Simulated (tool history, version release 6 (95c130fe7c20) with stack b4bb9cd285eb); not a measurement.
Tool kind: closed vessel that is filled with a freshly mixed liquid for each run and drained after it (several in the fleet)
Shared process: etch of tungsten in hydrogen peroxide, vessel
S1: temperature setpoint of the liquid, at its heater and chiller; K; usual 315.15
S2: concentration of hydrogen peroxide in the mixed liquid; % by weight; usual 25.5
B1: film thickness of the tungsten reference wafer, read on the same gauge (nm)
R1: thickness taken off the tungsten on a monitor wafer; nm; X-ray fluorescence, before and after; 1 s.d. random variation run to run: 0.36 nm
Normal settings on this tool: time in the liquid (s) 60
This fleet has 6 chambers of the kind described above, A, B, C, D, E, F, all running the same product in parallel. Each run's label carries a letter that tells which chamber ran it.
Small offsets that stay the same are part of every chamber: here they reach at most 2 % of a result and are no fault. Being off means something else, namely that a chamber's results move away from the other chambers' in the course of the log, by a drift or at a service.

Run 1D, hour 8.6: usual settings; B1 139.97. Result: R1 98.094 nm.
Run 2A, hour 16.9: usual settings; B1 140.02. Result: R1 97.515 nm.
Run 3F, hour 24.2: usual settings; B1 140.01. Result: R1 97.531 nm.
Run 4C, hour 35.7: usual settings; B1 140.01. Result: R1 98.776 nm.
At hour 42.1: chamber B: peroxide flow meter replaced.
Run 5B, hour 43.7: usual settings; B1 140.00. Result: R1 97.860 nm.
Run 6E, hour 53.9: usual settings; B1 140.01. Result: R1 98.957 nm.
Run 7F, hour 61.5: usual settings; B1 140.01. Result: R1 98.390 nm.
Run 8A, hour 71.4: usual settings; B1 140.00. Result: R1 97.503 nm.
Run 9D, hour 82.6: usual settings; B1 140.00. Result: R1 97.777 nm.
Run 10C, hour 92.5: usual settings; B1 140.00. Result: R1 97.845 nm.
At hour 94.0: chamber C: thermometer replaced.
Run 11E, hour 100.7: usual settings; B1 139.98. Result: R1 98.899 nm.
Run 12B, hour 113.3: usual settings; B1 139.99. Result: R1 98.281 nm.
At hour 120.6: chamber E: thermometer replaced.
Run 13D, hour 124.4: usual settings; B1 139.99. Result: R1 96.958 nm.
Run 14F, hour 135.4: usual settings; B1 139.99. Result: R1 98.096 nm.
At hour 138.5: chamber A: thermometer replaced.
Run 15E, hour 146.3: usual settings; B1 140.00. Result: R1 98.421 nm.
At hour 147.2: chamber D: new drum of peroxide connected.
Run 16A, hour 158.8: usual settings; B1 140.02. Result: R1 97.512 nm.
Run 17C, hour 168.4: usual settings; B1 140.00. Result: R1 98.702 nm.
Run 18B, hour 177.1: usual settings but S1 309.65 K; B1 139.99. Result: R1 67.937 nm.
Run 19D, hour 190.6: usual settings but S1 309.65 K; B1 140.00. Result: R1 67.555 nm.
Run 20B, hour 199.9: usual settings but S1 309.65 K; B1 139.98. Result: R1 67.597 nm.
Run 21F, hour 208.1: usual settings but S1 309.65 K; B1 139.99. Result: R1 67.929 nm.
Run 22E, hour 218.6: usual settings but S1 309.65 K; B1 140.03. Result: R1 68.778 nm.
Run 23A, hour 228.9: usual settings but S1 309.65 K; B1 139.98. Result: R1 68.106 nm.
At hour 232.6: chamber F: peroxide flow meter replaced.
Run 24C, hour 237.2: usual settings; B1 139.99. Result: R1 98.771 nm.
Run 25E, hour 251.3: usual settings; B1 139.99. Result: R1 97.996 nm.
Run 26F, hour 258.1: usual settings; B1 140.02. Result: R1 97.597 nm.
Run 27B, hour 271.9: usual settings; B1 140.01. Result: R1 97.586 nm.
Run 28A, hour 278.5: usual settings; B1 139.98. Result: R1 97.362 nm.
At hour 280.9: chamber B: new drum of peroxide connected.
Run 29C, hour 288.1: usual settings; B1 139.99. Result: R1 98.458 nm.
Run 30D, hour 298.9: usual settings; B1 139.98. Result: R1 96.495 nm.
Run 31A, hour 311.2: usual settings; B1 139.99. Result: R1 97.311 nm.
At hour 311.7: chamber D: thermometer replaced.
Run 32F, hour 321.6: usual settings; B1 140.02. Result: R1 98.071 nm.
Run 33B, hour 332.0: usual settings but time in the liquid (s) 80; B1 140.00. Result: R1 129.900 nm.
Run 34E, hour 344.5: usual settings but time in the liquid (s) 80; B1 140.02. Result: R1 131.760 nm.
Run 35D, hour 357.5: usual settings but time in the liquid (s) 80; B1 139.97. Result: R1 128.330 nm.
Run 36C, hour 364.4: usual settings but time in the liquid (s) 80; B1 140.02. Result: R1 130.910 nm.
Run 37C, hour 371.6: usual settings but time in the liquid (s) 80; B1 139.98. Result: R1 132.180 nm.
At hour 379.1: chamber E: new drum of peroxide connected.
Run 38B, hour 385.0: usual settings but time in the liquid (s) 80; B1 139.97. Result: R1 130.180 nm.
Run 39D, hour 393.8: usual settings; B1 140.00. Result: R1 95.580 nm.
Run 40F, hour 408.9: usual settings; B1 140.00. Result: R1 97.904 nm.
Run 41E, hour 416.2: usual settings; B1 139.98. Result: R1 98.531 nm.
At hour 425.3: chamber C: peroxide flow meter replaced.
Run 42A, hour 427.1: usual settings; B1 140.02. Result: R1 97.286 nm.
Run 43C, hour 440.1: usual settings; B1 140.00. Result: R1 98.214 nm.

Read the log: is a single chamber off, either drifting away or since a service, is the gauge that measures every chamber drifting, or is nothing wrong beyond small per-chamber offsets? Name any odd chamber and what most likely caused it.

One chamber, D, drifts off from the rest bit by bit.
Cause: peroxide flow below the setpoint (%) = 3.86.

Chamber D could run next with any of the 4 candidate recipes listed below; each alters the usual settings, and their results appear as question marks. Which one brings its results back in line with what the other chambers deliver on the usual settings?
Maximum distance from the other chambers' mean on the usual settings for a result to count as in line: R1 1.300 nm
Run 44D-1, hour 450.9: usual settings but S2 24.5 % by weight. Result: R1 ?.
Run 44D-2, hour 450.9: usual settings but S2 23.0 % by weight. Result: R1 ?.
Run 44D-3, hour 450.9: usual settings but S2 28.0 % by weight. Result: R1 ?.
Run 44D-4, hour 450.9: usual settings but S2 26.5 % by weight. Result: R1 ?.

Usual-settings mean across the other chambers: R1 98.069 nm
  run       R1
44D-1   93.921
44D-2   91.024
44D-3  100.350
44D-4   97.649
It is 44D-4 that realigns the chamber with its peers.

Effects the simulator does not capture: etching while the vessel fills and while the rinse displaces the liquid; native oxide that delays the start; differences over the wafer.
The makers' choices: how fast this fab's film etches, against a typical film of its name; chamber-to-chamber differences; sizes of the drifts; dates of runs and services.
